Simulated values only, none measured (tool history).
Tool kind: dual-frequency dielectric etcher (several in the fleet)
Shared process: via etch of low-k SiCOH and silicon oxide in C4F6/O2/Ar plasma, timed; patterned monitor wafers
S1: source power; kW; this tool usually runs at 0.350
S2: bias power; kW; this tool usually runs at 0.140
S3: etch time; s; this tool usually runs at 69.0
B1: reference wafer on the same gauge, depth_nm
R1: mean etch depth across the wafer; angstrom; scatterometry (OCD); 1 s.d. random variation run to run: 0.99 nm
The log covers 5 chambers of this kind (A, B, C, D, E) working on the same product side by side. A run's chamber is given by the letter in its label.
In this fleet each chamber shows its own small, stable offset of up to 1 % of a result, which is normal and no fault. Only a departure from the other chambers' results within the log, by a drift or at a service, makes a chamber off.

Run 1C, day 0.279: usual settings; B1 135.05. Result: R1 1571.4 angstrom.
Run 2E, day 0.596: usual settings; B1 135.09. Result: R1 1568.4 angstrom.
At day 0.829: chamber C: wet clean of the chamber.
Run 3B, day 0.846: usual settings; B1 134.74. Result: R1 1574.9 angstrom.
Run 4A, day 1.142: usual settings; B1 135.01. Result: R1 1573.9 angstrom.
Run 5D, day 1.300: usual settings; B1 134.82. Result: R1 1585.0 angstrom.
Run 6A, day 1.546: usual settings; B1 135.03. Result: R1 1599.7 angstrom.
Run 7C, day 1.812: usual settings but S3 86.5 s; B1 135.07. Result: R1 1968.8 angstrom.
Run 8B, day 2.112: usual settings but S3 86.5 s; B1 134.84. Result: R1 2004.8 angstrom.
Run 9D, day 2.350: usual settings but S3 86.5 s; B1 135.06. Result: R1 1964.6 angstrom.
Run 10E, day 2.546: usual settings but S3 86.5 s; B1 135.05. Result: R1 1981.8 angstrom.
Run 11B, day 2.883: usual settings but S3 86.5 s; B1 134.92. Result: R1 1989.9 angstrom.
Run 12E, day 3.162: usual settings but S2 0.109 kW, S3 78.5 s; B1 134.76. Result: R1 1676.6 angstrom.
Run 13D, day 3.438: usual settings but S2 0.109 kW, S3 78.5 s; B1 135.07. Result: R1 1669.2 angstrom.
Run 14A, day 3.750: usual settings but S2 0.109 kW, S3 78.5 s; B1 134.98. Result: R1 1664.7 angstrom.
Run 15C, day 3.904: usual settings but S2 0.109 kW, S3 78.5 s; B1 135.21. Result: R1 1676.5 angstrom.
Run 16C, day 4.121: usual settings but S2 0.109 kW, S3 78.5 s; B1 135.16. Result: R1 1669.5 angstrom.
Run 17D, day 4.292: usual settings but S1 0.280 kW; B1 135.17. Result: R1 1455.9 angstrom.
Run 18E, day 4.525: usual settings but S1 0.280 kW; B1 134.88. Result: R1 1465.1 angstrom.
Run 19A, day 4.725: usual settings but S1 0.280 kW; B1 134.98. Result: R1 1449.7 angstrom.
Run 20B, day 4.888: usual settings but S1 0.280 kW; B1 135.05. Result: R1 1448.7 angstrom.
Run 21D, day 5.179: usual settings but S1 0.280 kW; B1 135.11. Result: R1 1460.2 angstrom.
Run 22A, day 5.421: usual settings; B1 135.22. Result: R1 1577.4 angstrom.
Run 23B, day 5.608: usual settings; B1 135.10. Result: R1 1592.9 angstrom.
Run 24C, day 5.862: usual settings; B1 135.35. Result: R1 1586.5 angstrom.
Run 25E, day 6.171: usual settings; B1 134.95. Result: R1 1645.3 angstrom.
Run 26E, day 6.383: usual settings; B1 134.97. Result: R1 1630.1 angstrom.
Run 27C, day 6.675: usual settings; B1 135.00. Result: R1 1572.2 angstrom.
Run 28A, day 6.929: usual settings; B1 135.16. Result: R1 1594.0 angstrom.
Run 29B, day 7.092: usual settings; B1 135.22. Result: R1 1593.8 angstrom.
Run 30D, day 7.279: usual settings; B1 135.03. Result: R1 1576.4 angstrom.
Run 31C, day 7.600: usual settings; B1 135.10. Result: R1 1580.2 angstrom.
Run 32D, day 7.850: usual settings; B1 135.13. Result: R1 1567.9 angstrom.
Run 33E, day 8.129: usual settings; B1 134.90. Result: R1 1648.9 angstrom.
Run 34A, day 8.317: usual settings; B1 135.20. Result: R1 1587.3 angstrom.

Is one chamber out of step, is the gauge drifting, or do the chambers differ by no more than their own small offsets? For an off chamber, give its letter and the likeliest cause.

Little by little, chamber E moves away from the other chambers.
Likeliest cause: etch rate over this chamber's usual, % = 5.17.

Chamber E could run next with any of the 4 candidate recipes listed below; each alters the usual settings, and their results appear as question marks. Which one brings its results back in line with what the other chambers deliver on the usual settings?
In-line tolerance around the mean of the other chambers on the usual settings: R1 35.0 angstrom
Run 35E-1, day 8.567: usual settings but S1 0.340 kW, S2 0.138 kW, S3 64.0 s. Result: R1 ?.
Run 35E-2, day 8.567: usual settings but S1 0.400 kW, S2 0.155 kW. Result: R1 ?.
Run 35E-3, day 8.567: usual settings but S2 0.139 kW, S3 66.0 s. Result: R1 ?.
Run 35E-4, day 8.567: usual settings but S1 0.390 kW. Result: R1 ?.

The mean the other chambers reach with the usual settings: R1 1580.0 angstrom
  run      R1
35E-1  1514.8
35E-2  1804.4
35E-3  1583.6
35E-4  1731.7
35E-3 is the one that brings the chamber's results back in line with the other chambers.

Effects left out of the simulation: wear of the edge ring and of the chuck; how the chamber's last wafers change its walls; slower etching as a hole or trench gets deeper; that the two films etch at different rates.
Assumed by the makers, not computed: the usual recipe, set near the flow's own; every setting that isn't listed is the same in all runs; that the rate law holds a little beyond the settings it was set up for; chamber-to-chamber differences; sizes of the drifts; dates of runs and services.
